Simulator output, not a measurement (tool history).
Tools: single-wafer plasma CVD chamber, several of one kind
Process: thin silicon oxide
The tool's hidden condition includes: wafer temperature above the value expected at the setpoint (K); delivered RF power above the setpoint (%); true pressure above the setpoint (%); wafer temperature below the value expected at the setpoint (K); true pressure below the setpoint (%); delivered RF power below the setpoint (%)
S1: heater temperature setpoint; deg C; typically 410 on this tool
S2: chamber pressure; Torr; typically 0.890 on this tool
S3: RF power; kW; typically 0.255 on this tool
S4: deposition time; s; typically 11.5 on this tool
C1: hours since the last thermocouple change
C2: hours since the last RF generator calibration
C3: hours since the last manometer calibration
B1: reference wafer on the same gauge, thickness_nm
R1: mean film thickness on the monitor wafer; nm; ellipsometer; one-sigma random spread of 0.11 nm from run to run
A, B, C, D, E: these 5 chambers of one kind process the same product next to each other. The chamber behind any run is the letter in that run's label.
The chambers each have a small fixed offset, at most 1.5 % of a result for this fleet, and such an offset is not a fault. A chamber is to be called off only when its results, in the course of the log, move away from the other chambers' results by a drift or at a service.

run 1C day=0.454 | S1=410 S2=0.890 S3=0.255 S4=11.5 | C1=69.0 C2=1406.9 C3=1107.3 | B1=22.003 | R1=21.667
run 2B day=0.817 | S1=410 S2=0.890 S3=0.255 S4=11.5 | C1=1144.6 C2=297.3 C3=1073.4 | B1=22.008 | R1=21.450
run 3A day=1.238 | S1=410 S2=0.890 S3=0.255 S4=11.5 | C1=2448.9 C2=2026.3 C3=1051.8 | B1=22.012 | R1=21.452
run 4E day=1.742 | S1=410 S2=0.890 S3=0.255 S4=11.5 | C1=1129.8 C2=750.5 C3=519.5 | B1=22.024 | R1=21.577
run 5D day=2.279 | S1=404 S2=0.890 S3=0.230 S4=11.5 | C1=605.4 C2=89.7 C3=268.5 | B1=21.994 | R1=20.810
run 6A day=2.679 | S1=404 S2=0.890 S3=0.230 S4=11.5 | C1=2483.5 C2=2060.9 C3=1086.4 | B1=21.965 | R1=20.668
run 7E day=3.175 | S1=404 S2=0.890 S3=0.230 S4=11.5 | C1=1164.2 C2=784.9 C3=553.9 | B1=21.969 | R1=20.665
run 8C day=3.725 | S1=404 S2=0.890 S3=0.230 S4=11.5 | C1=147.5 C2=1485.4 C3=1185.8 | B1=21.975 | R1=20.600
run 9B day=4.296 | S1=404 S2=0.890 S3=0.230 S4=11.5 | C1=1228.1 C2=380.8 C3=1156.9 | B1=21.994 | R1=20.682
run 10D day=4.675 | S1=410 S2=0.890 S3=0.255 S4=11.5 | C1=662.9 C2=147.2 C3=326.0 | B1=21.968 | R1=21.542
run 11C day=5.025 | S1=410 S2=0.890 S3=0.255 S4=11.5 | C1=178.7 C2=1516.6 C3=1217.0 | B1=21.951 | R1=21.506
run 12D day=5.492 | S1=400 S2=0.977 S3=0.255 S4=11.5 | C1=682.5 C2=166.8 C3=345.6 | B1=22.003 | R1=23.409
run 13B day=5.883 | S1=400 S2=0.977 S3=0.255 S4=11.5 | C1=1266.2 C2=418.9 C3=1195.0 | B1=21.993 | R1=23.222
run 14A day=6.204 | S1=400 S2=0.977 S3=0.255 S4=11.5 | C1=2568.1 C2=2145.5 C3=1171.0 | B1=22.020 | R1=23.351
run 15E day=6.717 | S1=400 S2=0.977 S3=0.255 S4=11.5 | C1=1249.2 C2=869.9 C3=638.9 | B1=22.016 | R1=23.294
run 16D day=7.146 | S1=400 S2=0.977 S3=0.255 S4=11.5 | C1=722.2 C2=206.5 C3=385.3 | B1=22.004 | R1=23.255
run 17E day=7.454 | S1=410 S2=0.890 S3=0.255 S4=11.5 | C1=1266.9 C2=887.6 C3=656.6 | B1=21.998 | R1=21.670
run 18C day=7.875 | S1=410 S2=0.890 S3=0.255 S4=11.5 | C1=247.1 C2=1585.0 C3=1285.4 | B1=22.014 | R1=21.471
run 19B day=8.262 | S1=410 S2=0.890 S3=0.255 S4=11.5 | C1=1323.3 C2=476.0 C3=1252.1 | B1=21.994 | R1=21.471
run 20A day=8.700 | S1=410 S2=0.890 S3=0.255 S4=11.5 | C1=2628.0 C2=2205.4 C3=1230.9 | B1=22.029 | R1=21.482
run 21E day=8.962 | S1=410 S2=0.890 S3=0.255 S4=11.5 | C1=1303.1 C2=923.8 C3=692.8 | B1=22.002 | R1=21.642
run 22C day=9.388 | S1=410 S2=0.890 S3=0.255 S4=11.5 | C1=283.4 C2=1621.3 C3=1321.7 | B1=22.029 | R1=21.584
run 23D day=9.896 | S1=410 S2=0.890 S3=0.255 S4=11.5 | C1=788.2 C2=272.5 C3=451.3 | B1=22.004 | R1=20.978
-- day=10.138 chamber A: thermocouple changed; heater temperature recalibrated
run 24B day=10.362 | S1=410 S2=0.890 S3=0.255 S4=11.5 | C1=1373.7 C2=526.4 C3=1302.5 | B1=22.034 | R1=21.524
run 25A day=10.629 | S1=410 S2=0.890 S3=0.300 S4=12.3 | C1=11.9 C2=2251.7 C3=1277.2 | B1=22.003 | R1=24.511
run 26A day=11.025 | S1=410 S2=0.890 S3=0.300 S4=12.3 | C1=21.4 C2=2261.2 C3=1286.7 | B1=21.997 | R1=24.396
run 27D day=11.567 | S1=410 S2=0.890 S3=0.300 S4=12.3 | C1=828.3 C2=312.6 C3=491.4 | B1=22.005 | R1=23.983
run 28B day=12.146 | S1=410 S2=0.890 S3=0.300 S4=12.3 | C1=1416.5 C2=569.2 C3=1345.3 | B1=21.998 | R1=24.685
run 29E day=12.725 | S1=410 S2=0.890 S3=0.300 S4=12.3 | C1=1393.4 C2=1014.1 C3=783.1 | B1=21.983 | R1=24.636
run 30C day=13.212 | S1=410 S2=0.890 S3=0.255 S4=11.5 | C1=375.2 C2=1713.1 C3=1413.5 | B1=22.009 | R1=21.398
-- day=13.367 chamber B: thermocouple changed; heater temperature recalibrated
run 31D day=13.496 | S1=410 S2=0.890 S3=0.255 S4=11.5 | C1=874.6 C2=358.9 C3=537.7 | B1=21.966 | R1=21.055
run 32E day=13.917 | S1=410 S2=0.890 S3=0.255 S4=11.5 | C1=1422.0 C2=1042.7 C3=811.7 | B1=21.975 | R1=21.594
run 33C day=14.488 | S1=410 S2=0.890 S3=0.255 S4=11.5 | C1=405.8 C2=1743.7 C3=1444.1 | B1=21.976 | R1=21.630
run 34B day=15.050 | S1=410 S2=0.890 S3=0.255 S4=11.5 | C1=40.4 C2=638.9 C3=1415.0 | B1=21.975 | R1=21.330
run 35A day=15.308 | S1=410 S2=0.890 S3=0.255 S4=11.5 | C1=124.2 C2=2364.0 C3=1389.5 | B1=21.997 | R1=21.415
run 36D day=15.596 | S1=410 S2=0.972 S3=0.215 S4=11.5 | C1=925.0 C2=409.3 C3=588.1 | B1=21.977 | R1=20.453
run 37E day=16.021 | S1=410 S2=0.972 S3=0.215 S4=11.5 | C1=1472.5 C2=1093.2 C3=862.2 | B1=22.010 | R1=21.485
run 38C day=16.538 | S1=410 S2=0.972 S3=0.215 S4=11.5 | C1=455.0 C2=1792.9 C3=1493.3 | B1=21.972 | R1=21.283
run 39B day=17.096 | S1=410 S2=0.972 S3=0.215 S4=11.5 | C1=89.5 C2=688.0 C3=1464.1 | B1=21.988 | R1=21.432
run 40A day=17.588 | S1=410 S2=0.972 S3=0.215 S4=11.5 | C1=178.9 C2=2418.7 C3=1444.2 | B1=21.981 | R1=21.345
run 41B day=18.042 | S1=410 S2=0.890 S3=0.255 S4=11.5 | C1=112.2 C2=710.7 C3=1486.8 | B1=21.956 | R1=21.583

Next, every chamber runs the same settings. What will each give?
run 42A day=18.462 | S1=410 S2=0.890 S3=0.255 S4=11.5 | R1=?
run 42B day=18.462 | S1=410 S2=0.890 S3=0.255 S4=11.5 | R1=?
run 42C day=18.462 | S1=410 S2=0.890 S3=0.255 S4=11.5 | R1=?
run 42D day=18.462 | S1=410 S2=0.890 S3=0.255 S4=11.5 | R1=?
run 42E day=18.462 | S1=410 S2=0.890 S3=0.255 S4=11.5 | R1=?

run=42A R1=21.434
run=42B R1=21.493
run=42C R1=21.593
run=42D R1=20.734
run=42E R1=21.456

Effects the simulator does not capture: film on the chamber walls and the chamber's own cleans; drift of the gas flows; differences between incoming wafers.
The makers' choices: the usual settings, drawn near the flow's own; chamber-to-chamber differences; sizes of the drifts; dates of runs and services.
